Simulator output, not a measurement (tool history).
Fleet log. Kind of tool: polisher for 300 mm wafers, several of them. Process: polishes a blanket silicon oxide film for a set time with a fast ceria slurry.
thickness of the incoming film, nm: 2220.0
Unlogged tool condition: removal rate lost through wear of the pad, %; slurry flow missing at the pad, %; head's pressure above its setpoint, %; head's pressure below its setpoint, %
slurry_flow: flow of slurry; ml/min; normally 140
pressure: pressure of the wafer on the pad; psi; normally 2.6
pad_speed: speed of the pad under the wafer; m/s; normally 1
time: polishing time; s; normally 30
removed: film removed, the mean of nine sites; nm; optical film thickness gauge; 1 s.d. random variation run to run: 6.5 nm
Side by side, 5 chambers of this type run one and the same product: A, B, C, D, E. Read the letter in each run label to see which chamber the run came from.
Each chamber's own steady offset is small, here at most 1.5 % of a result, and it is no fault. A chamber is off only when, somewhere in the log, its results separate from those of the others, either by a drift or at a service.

| run | day | slurry_flow | pressure | pad_speed | time | wafers polished on this pad | hours since the slurry nozzle was cleaned | hours since the head pressure was calibrated | removed |
|---|---|---|---|---|---|---|---|---|---|
| 1E | 0.254 | 140 | 2.6 | 1 | 30 | 628 | 462.7 | 498 | 470.56 |
| 2D | 0.388 | 140 | 2.6 | 1 | 30 | 444 | 372.8 | 498.4 | 474.42 |
| 3B | 0.525 | 140 | 2.6 | 1 | 30 | 452 | 247.8 | 314.9 | 480.13 |
| 4A | 0.696 | 140 | 2.6 | 1 | 30 | 693 | 755.2 | 235.2 | 469.47 |
| 5C | 0.838 | 140 | 2.6 | 1 | 30 | 1067 | 128 | 741.5 | 460.44 |
| 6D | 1.062 | 140 | 2.6 | 1 | 30 | 611 | 389 | 514.6 | 485.51 |
| 7E | 1.212 | 140 | 2.6 | 1 | 30 | 864 | 485.7 | 521 | 465.51 |
|  | 1.304 | chamber C: worn pad replaced by a new one |
|  | 1.388 | chamber A: worn pad replaced by a new one |
| 8A | 1.404 | 140 | 2.6 | 1 | 30 | 4 | 772.2 | 252.2 | 478.24 |
| 9B | 1.596 | 140 | 2.6 | 1 | 30 | 716 | 273.5 | 340.6 | 484.84 |
| 10C | 1.762 | 140 | 2.6 | 1 | 30 | 113 | 150.2 | 763.7 | 473.35 |
|  | 1.788 | chamber E: worn pad replaced by a new one |
| 11B | 1.883 | 140 | 2.6 | 1 | 30 | 787 | 280.4 | 347.5 | 468.83 |
| 12E | 2.083 | 140 | 2.6 | 1 | 30 | 73 | 506.6 | 541.9 | 472.77 |
|  | 2.175 | chamber C: head pressure recalibrated |
| 13A | 2.246 | 140 | 2.6 | 1 | 30 | 211 | 792.4 | 272.4 | 466.78 |
|  | 2.358 | chamber D: slurry nozzle cleaned |
| 14D | 2.458 | 140 | 2.6 | 1 | 30 | 955 | 2.4 | 548.1 | 472.77 |
|  | 2.604 | chamber B: worn pad replaced by a new one |
| 15C | 2.621 | 140 | 2.6 | 1 | 30 | 325 | 170.8 | 10.8 | 510.71 |
| 16C | 2.779 | 140 | 2.6 | 1 | 30 | 364 | 174.6 | 14.6 | 498.67 |
|  | 2.804 | chamber D: worn pad replaced by a new one |
| 17E | 2.992 | 140 | 2.6 | 1.32 | 21 | 297 | 528.4 | 563.7 | 439.98 |
| 18B | 3.188 | 140 | 2.6 | 1.32 | 21 | 144 | 311.7 | 378.8 | 445.53 |
| 19D | 3.421 | 140 | 2.6 | 1.32 | 21 | 152 | 25.5 | 571.2 | 437.86 |
| 20A | 3.604 | 140 | 2.6 | 1.32 | 21 | 546 | 825 | 305 | 430.35 |
| 21E | 3.788 | 140 | 2.6 | 1.32 | 21 | 493 | 547.5 | 582.8 | 440.07 |
| 22A | 3.912 | 140 | 2.6 | 1 | 30 | 622 | 832.4 | 312.4 | 471.37 |
|  | 4.008 | chamber B: slurry nozzle cleaned |
| 23C | 4.108 | 140 | 2.6 | 1 | 30 | 691 | 206.5 | 46.5 | 510.02 |
| 24B | 4.242 | 140 | 2.6 | 1 | 30 | 404 | 5.6 | 404.1 | 489.75 |
| 25D | 4.354 | 140 | 2.6 | 1 | 25 | 382 | 47.9 | 593.6 | 393.45 |
| 26C | 4.55 | 140 | 2.6 | 1 | 25 | 800 | 217.1 | 57.1 | 430.22 |
| 27A | 4.729 | 140 | 2.6 | 1 | 25 | 823 | 852 | 332 | 397.81 |
| 28B | 4.879 | 140 | 2.6 | 1 | 25 | 561 | 20.9 | 419.4 | 398.97 |
|  | 5.021 | chamber B: head pressure recalibrated |
| 29D | 5.046 | 140 | 2.6 | 1 | 25 | 552 | 64.5 | 610.2 | 390.71 |
|  | 5.167 | chamber E: worn pad replaced by a new one |
| 30E | 5.217 | 140 | 2.6 | 1 | 30 | 13 | 581.8 | 617.1 | 483.69 |
| 31E | 5.408 | 140 | 2.6 | 1 | 30 | 60 | 586.4 | 621.7 | 476.85 |
| 32D | 5.604 | 140 | 2.6 | 1 | 30 | 690 | 77.9 | 623.6 | 479.86 |
| 33C | 5.725 | 140 | 2.6 | 1 | 30 | 1090 | 245.3 | 85.3 | 507.6 |
| 34B | 5.967 | 140 | 2.6 | 1 | 30 | 829 | 47 | 22.8 | 470.78 |

For the next run the whole fleet of 5 chambers uses the same settings. Give each chamber's results:
| 35A | 6.15 | 140 | 2.6 | 1 | 30 |  |  |  | ? |
| 35B | 6.15 | 140 | 2.6 | 1 | 30 |  |  |  | ? |
| 35C | 6.15 | 140 | 2.6 | 1 | 30 |  |  |  | ? |
| 35D | 6.15 | 140 | 2.6 | 1 | 30 |  |  |  | ? |
| 35E | 6.15 | 140 | 2.6 | 1 | 30 |  |  |  | ? |

| run | removed |
|---|---|
| 35A | 471.69 |
| 35B | 470.34 |
| 35C | 504.21 |
| 35D | 469.37 |
| 35E | 465.73 |
